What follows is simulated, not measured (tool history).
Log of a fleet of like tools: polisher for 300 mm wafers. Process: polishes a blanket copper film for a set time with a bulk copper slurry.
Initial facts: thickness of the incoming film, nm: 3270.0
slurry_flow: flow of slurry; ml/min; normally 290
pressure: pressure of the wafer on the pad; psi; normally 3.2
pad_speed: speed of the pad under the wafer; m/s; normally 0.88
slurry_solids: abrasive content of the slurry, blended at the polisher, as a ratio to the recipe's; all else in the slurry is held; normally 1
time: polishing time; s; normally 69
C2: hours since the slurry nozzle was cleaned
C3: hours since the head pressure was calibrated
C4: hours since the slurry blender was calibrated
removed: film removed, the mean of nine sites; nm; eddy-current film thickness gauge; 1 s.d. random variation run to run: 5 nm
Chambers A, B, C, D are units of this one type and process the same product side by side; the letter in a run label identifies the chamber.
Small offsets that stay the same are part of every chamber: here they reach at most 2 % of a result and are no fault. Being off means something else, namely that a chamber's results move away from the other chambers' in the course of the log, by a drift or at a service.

{"hour": 1.5, "done": "chamber D: slurry blender recalibrated"}
{"run": "1D", "hour": 11.1, "slurry_flow": 290, "pressure": 3.2, "pad_speed": 0.88, "slurry_solids": 1, "time": 69, "wafers polished on this pad": 548, "C2": 127.7, "C3": 166.3, "C4": 9.7, "removed": 615.14}
{"run": "2C", "hour": 17.2, "slurry_flow": 290, "pressure": 3.2, "pad_speed": 0.88, "slurry_solids": 1, "time": 69, "wafers polished on this pad": 628, "C2": 111.6, "C3": 492.2, "C4": 434, "removed": 621.18}
{"hour": 25.3, "done": "chamber A: worn pad replaced by a new one"}
{"run": "3A", "hour": 26.7, "slurry_flow": 290, "pressure": 3.2, "pad_speed": 0.88, "slurry_solids": 1, "time": 69, "wafers polished on this pad": 17, "C2": 311.4, "C3": 64.1, "C4": 77.6, "removed": 611.42}
{"hour": 29.9, "done": "chamber B: worn pad replaced by a new one"}
{"run": "4B", "hour": 35.5, "slurry_flow": 290, "pressure": 3.2, "pad_speed": 0.88, "slurry_solids": 1, "time": 69, "wafers polished on this pad": 66, "C2": 530.8, "C3": 1089.5, "C4": 41.6, "removed": 618.27}
{"hour": 36.7, "done": "chamber C: worn pad replaced by a new one"}
{"run": "5C", "hour": 43.5, "slurry_flow": 290, "pressure": 3.2, "pad_speed": 0.88, "slurry_solids": 1, "time": 69, "wafers polished on this pad": 81, "C2": 137.9, "C3": 518.5, "C4": 460.3, "removed": 620.12}
{"run": "6B", "hour": 54.9, "slurry_flow": 290, "pressure": 3.2, "pad_speed": 0.88, "slurry_solids": 1, "time": 69, "wafers polished on this pad": 297, "C2": 550.2, "C3": 1108.9, "C4": 61, "removed": 609.3}
{"run": "7D", "hour": 62.4, "slurry_flow": 290, "pressure": 3.2, "pad_speed": 0.88, "slurry_solids": 1, "time": 69, "wafers polished on this pad": 1157, "C2": 179, "C3": 217.6, "C4": 61, "removed": 615.58}
{"run": "8A", "hour": 69.5, "slurry_flow": 290, "pressure": 3.2, "pad_speed": 0.88, "slurry_solids": 1, "time": 69, "wafers polished on this pad": 525, "C2": 354.2, "C3": 106.9, "C4": 120.4, "removed": 612.35}
{"hour": 71.6, "done": "chamber D: worn pad replaced by a new one"}
{"run": "9B", "hour": 77.6, "slurry_flow": 290, "pressure": 3.2, "pad_speed": 0.88, "slurry_solids": 1, "time": 69, "wafers polished on this pad": 566, "C2": 572.9, "C3": 1131.6, "C4": 83.7, "removed": 614.47}
{"run": "10A", "hour": 84.9, "slurry_flow": 290, "pressure": 3.2, "pad_speed": 0.88, "slurry_solids": 1, "time": 69, "wafers polished on this pad": 708, "C2": 369.6, "C3": 122.3, "C4": 135.8, "removed": 608.26}
{"hour": 86.2, "done": "chamber A: worn pad replaced by a new one"}
{"hour": 91.1, "done": "chamber B: worn pad replaced by a new one"}
{"hour": 91.5, "done": "chamber A: slurry blender recalibrated"}
{"run": "11D", "hour": 95.7, "slurry_flow": 290, "pressure": 3.2, "pad_speed": 0.88, "slurry_solids": 1, "time": 69, "wafers polished on this pad": 286, "C2": 212.3, "C3": 250.9, "C4": 94.3, "removed": 617.8}
{"hour": 100.6, "done": "chamber C: slurry blender recalibrated"}
{"hour": 104.4, "done": "chamber B: slurry nozzle cleaned"}
{"run": "12C", "hour": 106.7, "slurry_flow": 290, "pressure": 3.2, "pad_speed": 0.88, "slurry_solids": 1, "time": 69, "wafers polished on this pad": 831, "C2": 201.1, "C3": 581.7, "C4": 6.2, "removed": 618.44}
{"run": "13A", "hour": 116.9, "slurry_flow": 290, "pressure": 3.2, "pad_speed": 0.7, "slurry_solids": 1, "time": 69, "wafers polished on this pad": 364, "C2": 401.6, "C3": 154.3, "C4": 25.5, "removed": 484.7}
{"run": "14B", "hour": 128.0, "slurry_flow": 290, "pressure": 3.2, "pad_speed": 0.7, "slurry_solids": 1, "time": 69, "wafers polished on this pad": 438, "C2": 23.7, "C3": 1182, "C4": 134.1, "removed": 480.3}
{"hour": 128.7, "done": "chamber D: head pressure recalibrated"}
{"hour": 130.6, "done": "chamber C: worn pad replaced by a new one"}
{"run": "15D", "hour": 136.2, "slurry_flow": 290, "pressure": 3.2, "pad_speed": 0.7, "slurry_solids": 1, "time": 69, "wafers polished on this pad": 767, "C2": 252.8, "C3": 7.5, "C4": 134.8, "removed": 445.26}
{"hour": 137.0, "done": "chamber A: worn pad replaced by a new one"}
{"hour": 142.2, "done": "chamber D: slurry nozzle cleaned"}
{"run": "16C", "hour": 142.9, "slurry_flow": 290, "pressure": 3.2, "pad_speed": 0.7, "slurry_solids": 1, "time": 69, "wafers polished on this pad": 146, "C2": 237.3, "C3": 617.9, "C4": 42.4, "removed": 494.01}
{"hour": 146.2, "done": "chamber B: slurry blender recalibrated"}
{"run": "17D", "hour": 153.6, "slurry_flow": 290, "pressure": 3.2, "pad_speed": 0.88, "slurry_solids": 1, "time": 69, "wafers polished on this pad": 974, "C2": 11.4, "C3": 24.9, "C4": 152.2, "removed": 568.56}
{"hour": 156.4, "done": "chamber C: slurry nozzle cleaned"}
{"hour": 159.6, "done": "chamber B: worn pad replaced by a new one"}
{"run": "18A", "hour": 159.7, "slurry_flow": 290, "pressure": 3.2, "pad_speed": 0.88, "slurry_solids": 0.9, "time": 69, "wafers polished on this pad": 270, "C2": 444.4, "C3": 197.1, "C4": 68.3, "removed": 589.33}
{"hour": 162.0, "done": "chamber D: worn pad replaced by a new one"}
{"run": "19C", "hour": 170.7, "slurry_flow": 290, "pressure": 3.2, "pad_speed": 0.88, "slurry_solids": 0.9, "time": 69, "wafers polished on this pad": 476, "C2": 14.3, "C3": 645.7, "C4": 70.2, "removed": 604.35}
{"run": "20B", "hour": 182.6, "slurry_flow": 290, "pressure": 3.2, "pad_speed": 0.88, "slurry_solids": 0.9, "time": 69, "wafers polished on this pad": 273, "C2": 78.3, "C3": 1236.6, "C4": 36.5, "removed": 597.65}
{"run": "21B", "hour": 191.4, "slurry_flow": 290, "pressure": 3.2, "pad_speed": 0.88, "slurry_solids": 0.9, "time": 69, "wafers polished on this pad": 378, "C2": 87.1, "C3": 1245.4, "C4": 45.3, "removed": 599.09}
{"hour": 196.0, "done": "chamber A: worn pad replaced by a new one"}
{"run": "22D", "hour": 200.0, "slurry_flow": 290, "pressure": 3.2, "pad_speed": 0.88, "slurry_solids": 1, "time": 69, "wafers polished on this pad": 451, "C2": 57.8, "C3": 71.3, "C4": 198.6, "removed": 566.53}
{"hour": 203.2, "done": "chamber C: worn pad replaced by a new one"}
{"run": "23A", "hour": 211.6, "slurry_flow": 290, "pressure": 3.2, "pad_speed": 0.88, "slurry_solids": 1, "time": 69, "wafers polished on this pad": 186, "C2": 496.3, "C3": 249, "C4": 120.2, "removed": 612.03}
{"hour": 217.0, "done": "chamber C: head pressure recalibrated"}
{"run": "24C", "hour": 218.0, "slurry_flow": 290, "pressure": 3.2, "pad_speed": 0.88, "slurry_solids": 1, "time": 69, "wafers polished on this pad": 175, "C2": 61.6, "C3": 1, "C4": 117.5, "removed": 613.83}
{"hour": 219.3, "done": "chamber B: worn pad replaced by a new one"}
{"run": "25D", "hour": 225.5, "slurry_flow": 290, "pressure": 3.2, "pad_speed": 0.88, "slurry_solids": 1, "time": 69, "wafers polished on this pad": 754, "C2": 83.3, "C3": 96.8, "C4": 224.1, "removed": 560.33}
{"run": "26B", "hour": 237.2, "slurry_flow": 290, "pressure": 3.2, "pad_speed": 0.88, "slurry_solids": 0.75, "time": 92, "wafers polished on this pad": 212, "C2": 132.9, "C3": 1291.2, "C4": 91.1, "removed": 757.75}
{"hour": 241.4, "done": "chamber A: slurry blender recalibrated"}
{"run": "27C", "hour": 246.8, "slurry_flow": 290, "pressure": 3.2, "pad_speed": 0.88, "slurry_solids": 0.75, "time": 92, "wafers polished on this pad": 517, "C2": 90.4, "C3": 29.8, "C4": 146.3, "removed": 783.51}
{"hour": 248.8, "done": "chamber A: worn pad replaced by a new one"}
{"run": "28A", "hour": 257.1, "slurry_flow": 290, "pressure": 3.2, "pad_speed": 0.88, "slurry_solids": 0.75, "time": 92, "wafers polished on this pad": 99, "C2": 541.8, "C3": 294.5, "C4": 15.8, "removed": 770}
{"run": "29C", "hour": 263.7, "slurry_flow": 290, "pressure": 3.2, "pad_speed": 0.88, "slurry_solids": 0.75, "time": 92, "wafers polished on this pad": 718, "C2": 107.3, "C3": 46.7, "C4": 163.2, "removed": 773.48}
{"hour": 266.3, "done": "chamber D: worn pad replaced by a new one"}
{"hour": 271.3, "done": "chamber B: slurry blender recalibrated"}
{"run": "30D", "hour": 271.8, "slurry_flow": 290, "pressure": 3.2, "pad_speed": 0.88, "slurry_solids": 1, "time": 69, "wafers polished on this pad": 65, "C2": 129.6, "C3": 143.1, "C4": 270.4, "removed": 555.73}
{"hour": 281.8, "done": "chamber B: head pressure recalibrated"}
{"run": "31A", "hour": 283.9, "slurry_flow": 290, "pressure": 3.2, "pad_speed": 0.88, "slurry_solids": 1.15, "time": 88, "wafers polished on this pad": 417, "C2": 568.6, "C3": 321.3, "C4": 42.6, "removed": 799.94}
{"hour": 287.9, "done": "chamber B: worn pad replaced by a new one"}
{"run": "32B", "hour": 294.6, "slurry_flow": 290, "pressure": 3.2, "pad_speed": 0.88, "slurry_solids": 1.15, "time": 88, "wafers polished on this pad": 80, "C2": 190.3, "C3": 12.9, "C4": 23.4, "removed": 804.56}

Next, every chamber runs the same settings. What will each give?
{"run": "33A", "hour": 303.5, "slurry_flow": 290, "pressure": 3.2, "pad_speed": 0.88, "slurry_solids": 1, "time": 69, "removed": "?"}
{"run": "33B", "hour": 303.5, "slurry_flow": 290, "pressure": 3.2, "pad_speed": 0.88, "slurry_solids": 1, "time": 69, "removed": "?"}
{"run": "33C", "hour": 303.5, "slurry_flow": 290, "pressure": 3.2, "pad_speed": 0.88, "slurry_solids": 1, "time": 69, "removed": "?"}
{"run": "33D", "hour": 303.5, "slurry_flow": 290, "pressure": 3.2, "pad_speed": 0.88, "slurry_solids": 1, "time": 69, "removed": "?"}

run=33A removed=606.7
run=33B removed=617.52
run=33C removed=613.76
run=33D removed=560.3

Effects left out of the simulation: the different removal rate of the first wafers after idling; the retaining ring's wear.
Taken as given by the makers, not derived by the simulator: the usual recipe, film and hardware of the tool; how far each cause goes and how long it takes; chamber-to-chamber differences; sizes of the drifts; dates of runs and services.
